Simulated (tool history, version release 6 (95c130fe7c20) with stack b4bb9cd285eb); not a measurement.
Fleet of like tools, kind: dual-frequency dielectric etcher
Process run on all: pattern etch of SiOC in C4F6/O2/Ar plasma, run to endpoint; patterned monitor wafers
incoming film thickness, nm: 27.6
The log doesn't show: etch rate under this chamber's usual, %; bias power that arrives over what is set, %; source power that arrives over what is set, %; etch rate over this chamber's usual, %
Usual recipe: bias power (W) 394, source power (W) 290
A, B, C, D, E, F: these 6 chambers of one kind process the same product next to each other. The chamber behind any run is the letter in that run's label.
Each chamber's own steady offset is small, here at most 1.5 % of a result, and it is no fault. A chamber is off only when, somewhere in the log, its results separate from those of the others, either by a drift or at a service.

run,day,bias power (W),source power (W),hours since the last wet clean,hours since the last bias power generator calibration,hours since the last source power generator calibration,endpoint time (s)
1C,0.429,394,290,523.5,1418.8,821.6,11.3590
2E,0.933,394,290,54.6,1728.9,327.6,11.5490
3A,1.304,394,290,421.9,3640.7,327.0,11.4900
# day 1.479: chamber D: wet clean of the chamber
# day 1.488: chamber C: wet clean of the chamber
4D,1.750,394,290,6.6,1847.2,713.1,11.4280
5B,2.079,394,290,70.2,1068.1,1614.8,11.4400
6F,2.625,394,290,164.3,2258.5,1761.0,11.4180
7E,3.242,454,290,110.0,1784.3,383.0,10.9600
8A,3.604,454,290,477.1,3695.9,382.2,10.7780
9C,4.108,454,290,62.9,1507.1,909.9,10.7540
10D,4.592,454,290,74.8,1915.4,781.3,10.7960
11F,4.946,454,290,220.0,2314.2,1816.7,10.7190
12B,5.483,454,290,151.9,1149.8,1696.5,10.8610
13A,6.054,394,290,535.9,3754.7,441.0,11.5120
14B,6.675,471,350,180.5,1178.4,1725.1,9.9910
15E,7.142,471,350,203.6,1877.9,476.6,10.1040
16C,7.500,471,350,144.3,1588.5,991.3,9.9253
17D,7.900,471,350,154.2,1994.8,860.7,9.9234
18F,8.300,471,350,300.5,2394.7,1897.2,9.8633
# day 8.629: chamber A: wet clean of the chamber
19F,8.929,471,350,315.6,2409.8,1912.3,9.8193
20D,9.467,394,290,191.8,2032.4,898.3,11.3960
21E,10.033,394,290,273.0,1947.3,546.0,11.6560
22B,10.325,326,260,268.1,1266.0,1812.7,12.8250
23A,10.883,326,260,54.1,3870.6,556.9,13.1690
24C,11.300,326,260,235.5,1679.7,1082.5,12.6830
25A,11.675,326,260,73.1,3889.6,575.9,13.1620
26F,12.121,326,260,392.2,2486.4,1988.9,12.6930
27B,12.438,326,260,318.8,1316.7,1863.4,12.6770
# day 12.512: chamber A: bias power generator calibrated
28D,12.938,394,290,275.1,2115.7,981.6,11.3230
29C,13.321,394,290,284.0,1728.2,1131.0,11.3600
30E,13.871,394,290,365.1,2039.4,638.1,11.6280
31B,14.308,394,290,363.7,1361.6,1908.3,11.5260
32E,14.625,394,290,383.2,2057.5,656.2,11.5990
# day 15.138: chamber F: wet clean of the chamber
33A,15.196,344,290,157.6,64.5,660.4,12.5140
34C,15.754,344,290,342.4,1786.6,1189.4,11.8960
35F,16.183,344,290,25.1,2583.9,2086.4,11.9030
36D,16.671,344,290,364.7,2205.3,1071.2,12.0060
37A,17.171,344,290,205.0,111.9,707.8,12.4620
# day 17.425: chamber E: wet clean of the chamber
38E,17.762,344,290,8.2,2132.8,731.5,12.1180
39C,18.242,426,220,402.1,1846.3,1249.1,12.0700
40F,18.833,426,220,88.7,2647.5,2150.0,12.2710
41B,19.375,426,220,485.3,1483.2,2029.9,12.3330
42D,19.979,426,220,444.1,2284.7,1150.6,12.2200
43E,20.492,426,220,73.7,2198.3,797.0,12.4570
44A,20.988,426,220,296.6,203.5,799.4,12.7350

For the next run the whole fleet of 6 chambers uses the same settings. Give each chamber's results:
45A,21.433,327,290,,,,?
45B,21.433,327,290,,,,?
45C,21.433,327,290,,,,?
45D,21.433,327,290,,,,?
45E,21.433,327,290,,,,?
45F,21.433,327,290,,,,?

run,endpoint time (s)
45A,12.6880
45B,12.3310
45C,12.0900
45D,12.2270
45E,12.3730
45F,12.1450
